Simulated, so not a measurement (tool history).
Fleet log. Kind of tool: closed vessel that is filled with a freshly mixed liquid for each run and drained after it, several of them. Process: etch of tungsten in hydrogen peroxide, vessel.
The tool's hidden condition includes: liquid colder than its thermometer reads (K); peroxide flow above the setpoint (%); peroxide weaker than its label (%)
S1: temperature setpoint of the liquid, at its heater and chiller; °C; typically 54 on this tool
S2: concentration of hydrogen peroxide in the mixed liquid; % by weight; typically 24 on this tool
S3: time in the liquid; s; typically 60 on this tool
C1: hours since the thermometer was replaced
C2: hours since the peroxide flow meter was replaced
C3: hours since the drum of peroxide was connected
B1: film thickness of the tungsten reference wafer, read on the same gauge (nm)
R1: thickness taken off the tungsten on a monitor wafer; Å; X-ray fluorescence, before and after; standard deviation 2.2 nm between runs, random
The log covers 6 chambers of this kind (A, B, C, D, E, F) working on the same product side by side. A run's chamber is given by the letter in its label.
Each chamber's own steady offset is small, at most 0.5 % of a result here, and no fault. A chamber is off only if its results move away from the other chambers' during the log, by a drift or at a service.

run	hour	S1	S2	S3	C1	C2	C3	B1	R1
1A	12.3	54	24	60	139.1	977.2	1136	50.046	2270.8
2E	20.5	54	24	60	1747.6	969.8	48.7	50.001	2275.2
3B	31.6	54	24	60	2013.8	1107	67.9	50.013	2227.8
# hour 38.9: chamber F: new drum of peroxide connected
4F	41.9	54	24	60	1431.9	715	3.1	49.98	2247.7
5D	49.4	45	24	60	164.9	817.9	183.3	49.988	1309.1
6C	59.4	45	24	60	554.4	1306	597.1	50.02	1306.6
7E	66.6	45	24	60	1793.7	1015.9	94.8	49.963	1306
8A	76.2	45	24	60	203	1041.1	1199.9	49.994	1300.2
9C	87	45	24	60	582	1333.6	624.7	50.004	1278.3
10D	93.9	45	24	60	209.4	862.4	227.8	49.987	1292.5
11F	103	54	24	60	1493	776.1	64.2	50.02	2258.8
12B	116.4	54	24	60	2098.6	1191.8	152.7	49.989	2291.3
# hour 117.1: chamber C: thermometer replaced
13A	130.2	54	24	60	257	1095.1	1253.9	49.993	2289.3
14D	141.3	54	24	60	256.8	909.8	275.2	50.005	2287.8
15F	154.9	54	24	60	1544.9	828	116.1	50.035	2200.1
16E	168.1	54	24	60	1895.2	1117.4	196.3	49.978	2287.4
17B	175.4	54	24	60	2157.6	1250.8	211.7	49.994	2296.1
18C	187.9	54	24	60	70.9	1434.5	725.6	50.015	2276.9
# hour 190.2: chamber D: new drum of peroxide connected
19A	200.3	45	24	35	327.1	1165.2	1324	50.019	764.14
20E	210.7	45	24	35	1937.8	1160	238.9	50.034	770.06
21F	223.6	45	24	35	1613.6	896.7	184.8	50.001	723.21
22D	234.6	45	24	35	350.1	1003.1	44.5	49.973	777.35
# hour 240.7: chamber C: new drum of peroxide connected
23C	241.4	45	24	35	124.4	1488	0.8	49.982	751.37
24B	247.5	45	24	35	2229.7	1322.9	283.8	49.98	758.22
# hour 249.8: chamber E: thermometer replaced
25D	259.4	54	24	60	374.9	1027.9	69.3	49.984	2284.9
26E	266.1	54	24	60	16.3	1215.4	294.3	50.007	2328.4
# hour 276.1: chamber A: new drum of peroxide connected
# hour 276.8: chamber C: peroxide flow meter replaced
27B	277.4	54	24	60	2259.6	1352.8	313.7	50.009	2263.4
28A	286.5	54	24	60	413.3	1251.4	10.5	49.991	2276.4
29F	297.2	62	17.5	60	1687.2	970.3	258.4	49.991	2802.8
# hour 300.5: chamber A: peroxide flow meter replaced
30C	306.5	62	17.5	60	189.5	29.7	65.9	50.028	3131.9
31E	319.4	62	17.5	60	69.6	1268.7	347.6	50.014	3069.2
32A	331.5	62	17.5	60	458.3	31	55.5	50.005	3079.2
33D	339.7	62	17.5	60	455.2	1108.2	149.6	50.006	3056.4
34B	352.4	62	17.5	60	2334.6	1427.8	388.7	50.032	3096.9
35F	359.6	54	24	60	1749.6	1032.7	320.8	49.988	2027.2
36C	371.6	54	24	60	254.6	94.8	131	49.986	2298.4
37F	382.4	54	24	60	1772.4	1055.5	343.6	50.022	2010
38A	389.8	54	24	60	516.6	89.3	113.8	50.03	2277.4

For the next run the whole fleet of 6 chambers uses the same settings. Give each chamber's results:
39A	399.7	54	17.5	60					?
39B	399.7	54	17.5	60					?
39C	399.7	54	17.5	60					?
39D	399.7	54	17.5	60					?
39E	399.7	54	17.5	60					?
39F	399.7	54	17.5	60					?

run	R1
39A	1908.8
39B	1921.5
39C	1926.9
39D	1948.5
39E	1941.8
39F	1719.8
